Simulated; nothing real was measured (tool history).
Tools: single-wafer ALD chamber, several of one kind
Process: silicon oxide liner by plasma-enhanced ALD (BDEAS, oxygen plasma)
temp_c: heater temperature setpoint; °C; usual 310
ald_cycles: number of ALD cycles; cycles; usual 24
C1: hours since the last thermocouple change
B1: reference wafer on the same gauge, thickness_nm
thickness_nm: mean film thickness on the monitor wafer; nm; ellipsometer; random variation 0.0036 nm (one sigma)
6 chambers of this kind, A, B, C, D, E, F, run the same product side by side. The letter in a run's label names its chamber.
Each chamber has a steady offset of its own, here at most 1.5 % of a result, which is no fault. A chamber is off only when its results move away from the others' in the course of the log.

{"run": "1D", "day": 0.346, "temp_c": 310, "ald_cycles": 24, "C1": 999.6, "B1": 2.4207, "thickness_nm": 2.2024}
{"run": "2C", "day": 0.592, "temp_c": 310, "ald_cycles": 24, "C1": 1149.5, "B1": 2.4204, "thickness_nm": 2.2243}
{"run": "3E", "day": 0.954, "temp_c": 310, "ald_cycles": 24, "C1": 2071.2, "B1": 2.4212, "thickness_nm": 2.1931}
{"run": "4A", "day": 1.375, "temp_c": 310, "ald_cycles": 24, "C1": 1423.1, "B1": 2.4228, "thickness_nm": 2.2056}
{"run": "5F", "day": 1.704, "temp_c": 310, "ald_cycles": 24, "C1": 916.5, "B1": 2.4215, "thickness_nm": 2.1805}
{"run": "6B", "day": 2.104, "temp_c": 310, "ald_cycles": 27, "C1": 1036.4, "B1": 2.4238, "thickness_nm": 2.4816}
{"run": "7A", "day": 2.4, "temp_c": 310, "ald_cycles": 27, "C1": 1447.7, "B1": 2.4226, "thickness_nm": 2.4844}
{"run": "8D", "day": 2.846, "temp_c": 310, "ald_cycles": 27, "C1": 1059.6, "B1": 2.4227, "thickness_nm": 2.4701}
{"run": "9E", "day": 3.125, "temp_c": 310, "ald_cycles": 27, "C1": 2123.3, "B1": 2.4244, "thickness_nm": 2.4786}
{"run": "10F", "day": 3.442, "temp_c": 310, "ald_cycles": 27, "C1": 958.2, "B1": 2.4246, "thickness_nm": 2.445}
{"run": "11B", "day": 3.854, "temp_c": 310, "ald_cycles": 27, "C1": 1078.4, "B1": 2.4241, "thickness_nm": 2.4826}
{"run": "12C", "day": 4.1, "temp_c": 310, "ald_cycles": 24, "C1": 1233.7, "B1": 2.4264, "thickness_nm": 2.2372}
{"run": "13F", "day": 4.3, "temp_c": 310, "ald_cycles": 24, "C1": 978.8, "B1": 2.4265, "thickness_nm": 2.1755}
{"run": "14B", "day": 4.508, "temp_c": 310, "ald_cycles": 24, "C1": 1094.1, "B1": 2.4265, "thickness_nm": 2.2105}
{"run": "15A", "day": 4.717, "temp_c": 310, "ald_cycles": 24, "C1": 1503.3, "B1": 2.4259, "thickness_nm": 2.2125}
{"run": "16D", "day": 4.929, "temp_c": 310, "ald_cycles": 24, "C1": 1109.6, "B1": 2.4266, "thickness_nm": 2.2013}
{"run": "17E", "day": 5.217, "temp_c": 310, "ald_cycles": 24, "C1": 2173.5, "B1": 2.4266, "thickness_nm": 2.2082}
{"run": "18C", "day": 5.438, "temp_c": 310, "ald_cycles": 24, "C1": 1265.8, "B1": 2.4276, "thickness_nm": 2.237}
{"run": "19D", "day": 5.829, "temp_c": 310, "ald_cycles": 24, "C1": 1131.2, "B1": 2.4278, "thickness_nm": 2.2001}
{"run": "20B", "day": 6.025, "temp_c": 302, "ald_cycles": 24, "C1": 1130.5, "B1": 2.4272, "thickness_nm": 2.2329}
{"run": "21C", "day": 6.462, "temp_c": 302, "ald_cycles": 24, "C1": 1290.4, "B1": 2.4281, "thickness_nm": 2.2609}
{"run": "22E", "day": 6.825, "temp_c": 302, "ald_cycles": 24, "C1": 2212.1, "B1": 2.4293, "thickness_nm": 2.2229}
{"run": "23F", "day": 7.171, "temp_c": 302, "ald_cycles": 24, "C1": 1047.7, "B1": 2.431, "thickness_nm": 2.2013}
{"run": "24A", "day": 7.529, "temp_c": 302, "ald_cycles": 24, "C1": 1570.8, "B1": 2.4292, "thickness_nm": 2.2412}
{"run": "25E", "day": 7.771, "temp_c": 302, "ald_cycles": 24, "C1": 2234.8, "B1": 2.4311, "thickness_nm": 2.232}
{"day": 8.062, "done": "chamber B: thermocouple changed; heater temperature recalibrated"}
{"run": "26A", "day": 8.108, "temp_c": 310, "ald_cycles": 24, "C1": 1584.7, "B1": 2.4307, "thickness_nm": 2.2108}
{"run": "27C", "day": 8.483, "temp_c": 310, "ald_cycles": 24, "C1": 1338.9, "B1": 2.4306, "thickness_nm": 2.2435}
{"day": 8.679, "done": "chamber A: thermocouple changed; heater temperature recalibrated"}
{"run": "28D", "day": 8.917, "temp_c": 310, "ald_cycles": 24, "C1": 1205.3, "B1": 2.4319, "thickness_nm": 2.2063}
{"run": "29B", "day": 9.192, "temp_c": 300, "ald_cycles": 20, "C1": 27.1, "B1": 2.4324, "thickness_nm": 1.8708}
{"run": "30F", "day": 9.438, "temp_c": 300, "ald_cycles": 20, "C1": 1102.1, "B1": 2.4325, "thickness_nm": 1.8467}
{"run": "31A", "day": 9.808, "temp_c": 300, "ald_cycles": 20, "C1": 27.1, "B1": 2.432, "thickness_nm": 1.8766}
{"run": "32F", "day": 10.196, "temp_c": 300, "ald_cycles": 20, "C1": 1120.3, "B1": 2.4335, "thickness_nm": 1.8468}
{"run": "33D", "day": 10.621, "temp_c": 300, "ald_cycles": 20, "C1": 1246.2, "B1": 2.4341, "thickness_nm": 1.8647}
{"run": "34B", "day": 10.838, "temp_c": 300, "ald_cycles": 20, "C1": 66.6, "B1": 2.4342, "thickness_nm": 1.8778}
{"run": "35C", "day": 11.1, "temp_c": 310, "ald_cycles": 24, "C1": 1401.7, "B1": 2.4353, "thickness_nm": 2.2458}
{"run": "36E", "day": 11.346, "temp_c": 310, "ald_cycles": 24, "C1": 2320.6, "B1": 2.4359, "thickness_nm": 2.2094}
{"run": "37B", "day": 11.725, "temp_c": 310, "ald_cycles": 24, "C1": 87.9, "B1": 2.4356, "thickness_nm": 2.2194}
{"run": "38F", "day": 12.129, "temp_c": 310, "ald_cycles": 24, "C1": 1166.7, "B1": 2.436, "thickness_nm": 2.1872}

All 6 chambers run these settings next. Forecast each chamber's results:
{"run": "39A", "day": 12.458, "temp_c": 302, "ald_cycles": 24, "thickness_nm": "?"}
{"run": "39B", "day": 12.458, "temp_c": 302, "ald_cycles": 24, "thickness_nm": "?"}
{"run": "39C", "day": 12.458, "temp_c": 302, "ald_cycles": 24, "thickness_nm": "?"}
{"run": "39D", "day": 12.458, "temp_c": 302, "ald_cycles": 24, "thickness_nm": "?"}
{"run": "39E", "day": 12.458, "temp_c": 302, "ald_cycles": 24, "thickness_nm": "?"}
{"run": "39F", "day": 12.458, "temp_c": 302, "ald_cycles": 24, "thickness_nm": "?"}

run=39A thickness_nm=2.2429
run=39B thickness_nm=2.2525
run=39C thickness_nm=2.2696
run=39D thickness_nm=2.2295
run=39E thickness_nm=2.2404
run=39F thickness_nm=2.2147
